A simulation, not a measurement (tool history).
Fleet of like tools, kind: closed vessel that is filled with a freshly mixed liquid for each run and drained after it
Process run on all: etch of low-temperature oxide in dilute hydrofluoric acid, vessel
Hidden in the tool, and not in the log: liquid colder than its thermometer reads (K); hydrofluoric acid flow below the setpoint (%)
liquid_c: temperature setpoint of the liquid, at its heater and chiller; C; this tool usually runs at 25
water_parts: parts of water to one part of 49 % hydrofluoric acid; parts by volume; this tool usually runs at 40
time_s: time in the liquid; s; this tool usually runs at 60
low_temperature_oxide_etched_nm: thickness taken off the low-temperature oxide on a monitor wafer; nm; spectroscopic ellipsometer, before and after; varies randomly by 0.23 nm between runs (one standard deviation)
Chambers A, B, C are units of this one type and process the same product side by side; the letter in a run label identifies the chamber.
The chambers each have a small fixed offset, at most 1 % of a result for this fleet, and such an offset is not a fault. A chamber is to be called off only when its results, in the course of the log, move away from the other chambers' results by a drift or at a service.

run,hour,liquid_c,water_parts,time_s,hours since the thermometer was replaced,hours since the hydrofluoric acid flow meter was replaced,"read-back film thickness of the low-temperature oxide reference wafer, read on the same gauge (nm)",low_temperature_oxide_etched_nm
1A,7.7,25,40,60,174.8,1245,90.009,58.742
2B,14.5,25,40,60,2462.1,46.3,89.957,59.116
3C,21.5,25,40,60,1005.1,743.3,90.012,59.09
4A,33.9,25,40,60,201,1271.2,90.001,59.17
5C,49,25,40,60,1032.6,770.8,90.014,59.242
6B,55.9,25,40,60,2503.5,87.7,89.967,58.733
# hour 58.5: chamber C: thermometer replaced
7C,66.3,25,40,60,7.9,788.1,90.044,58.867
8A,76.1,25,40,60,243.2,1313.4,90.043,59.084
# hour 88.6: chamber B: thermometer replaced
9B,90.4,25,40,60,1.8,122.2,89.967,59.141
10B,100,25,40,60,11.4,131.8,89.995,59.034
11A,112,25,40,60,279.1,1349.3,90.029,58.975
12C,120.5,25,40,60,62.1,842.3,89.962,59.145
13A,133,25,40,60,300.1,1370.3,89.996,59.197
14B,141.1,25,40,60,52.5,172.9,89.957,58.759
15C,149.8,25,40,60,91.4,871.6,90.031,59.333
16C,157.7,25,40,60,99.3,879.5,90.074,59.24
17A,170.9,25,40,60,338,1408.2,89.989,59.215
# hour 172.1: chamber C: hydrofluoric acid flow meter replaced
18B,181.9,25,40,60,93.3,213.7,89.987,59.143
19B,193.6,25,40,60,105,225.4,90.066,59.223
20A,200.5,25,40,60,367.6,1437.8,90.005,59.133
21C,214.6,25,40,60,156.2,42.6,89.979,59.232
22A,229.1,25,40,60,396.2,1466.4,89.981,58.641
23C,243.2,25,40,60,184.8,71.2,89.967,59.249
24B,253.2,25,40,60,164.6,285,90.013,58.787
25A,264.9,21,50,60,432,1502.2,89.99,39.285
26C,278.5,21,50,60,220.1,106.5,90.024,39.125
27B,291.8,21,50,60,203.2,323.6,89.989,39.525
28B,300.8,25,40,60,212.2,332.6,89.983,59.106
29A,308.8,25,40,60,475.9,1546.1,90.042,58.801
30C,318.7,25,40,60,260.3,146.7,89.985,59.52
31C,331.2,25,50,60,272.8,159.2,90.037,46.744
32B,346.2,25,50,60,257.6,378,89.992,46.478
33A,356.2,25,50,60,523.3,1593.5,90.009,46.278
34B,364.2,25,20,60,275.6,396,89.994,122.28
35A,372.8,25,20,60,539.9,1610.1,89.977,123.25
36C,388.2,25,20,60,329.8,216.2,90.016,123.93

Does one chamber stand apart from the rest, does the shared gauge drift, or is all well apart from small per-chamber offsets? Give the chamber and the most likely cause, where there is one.

Neither any chamber nor the gauge drifts; the chambers differ only by their own small, steady offsets.
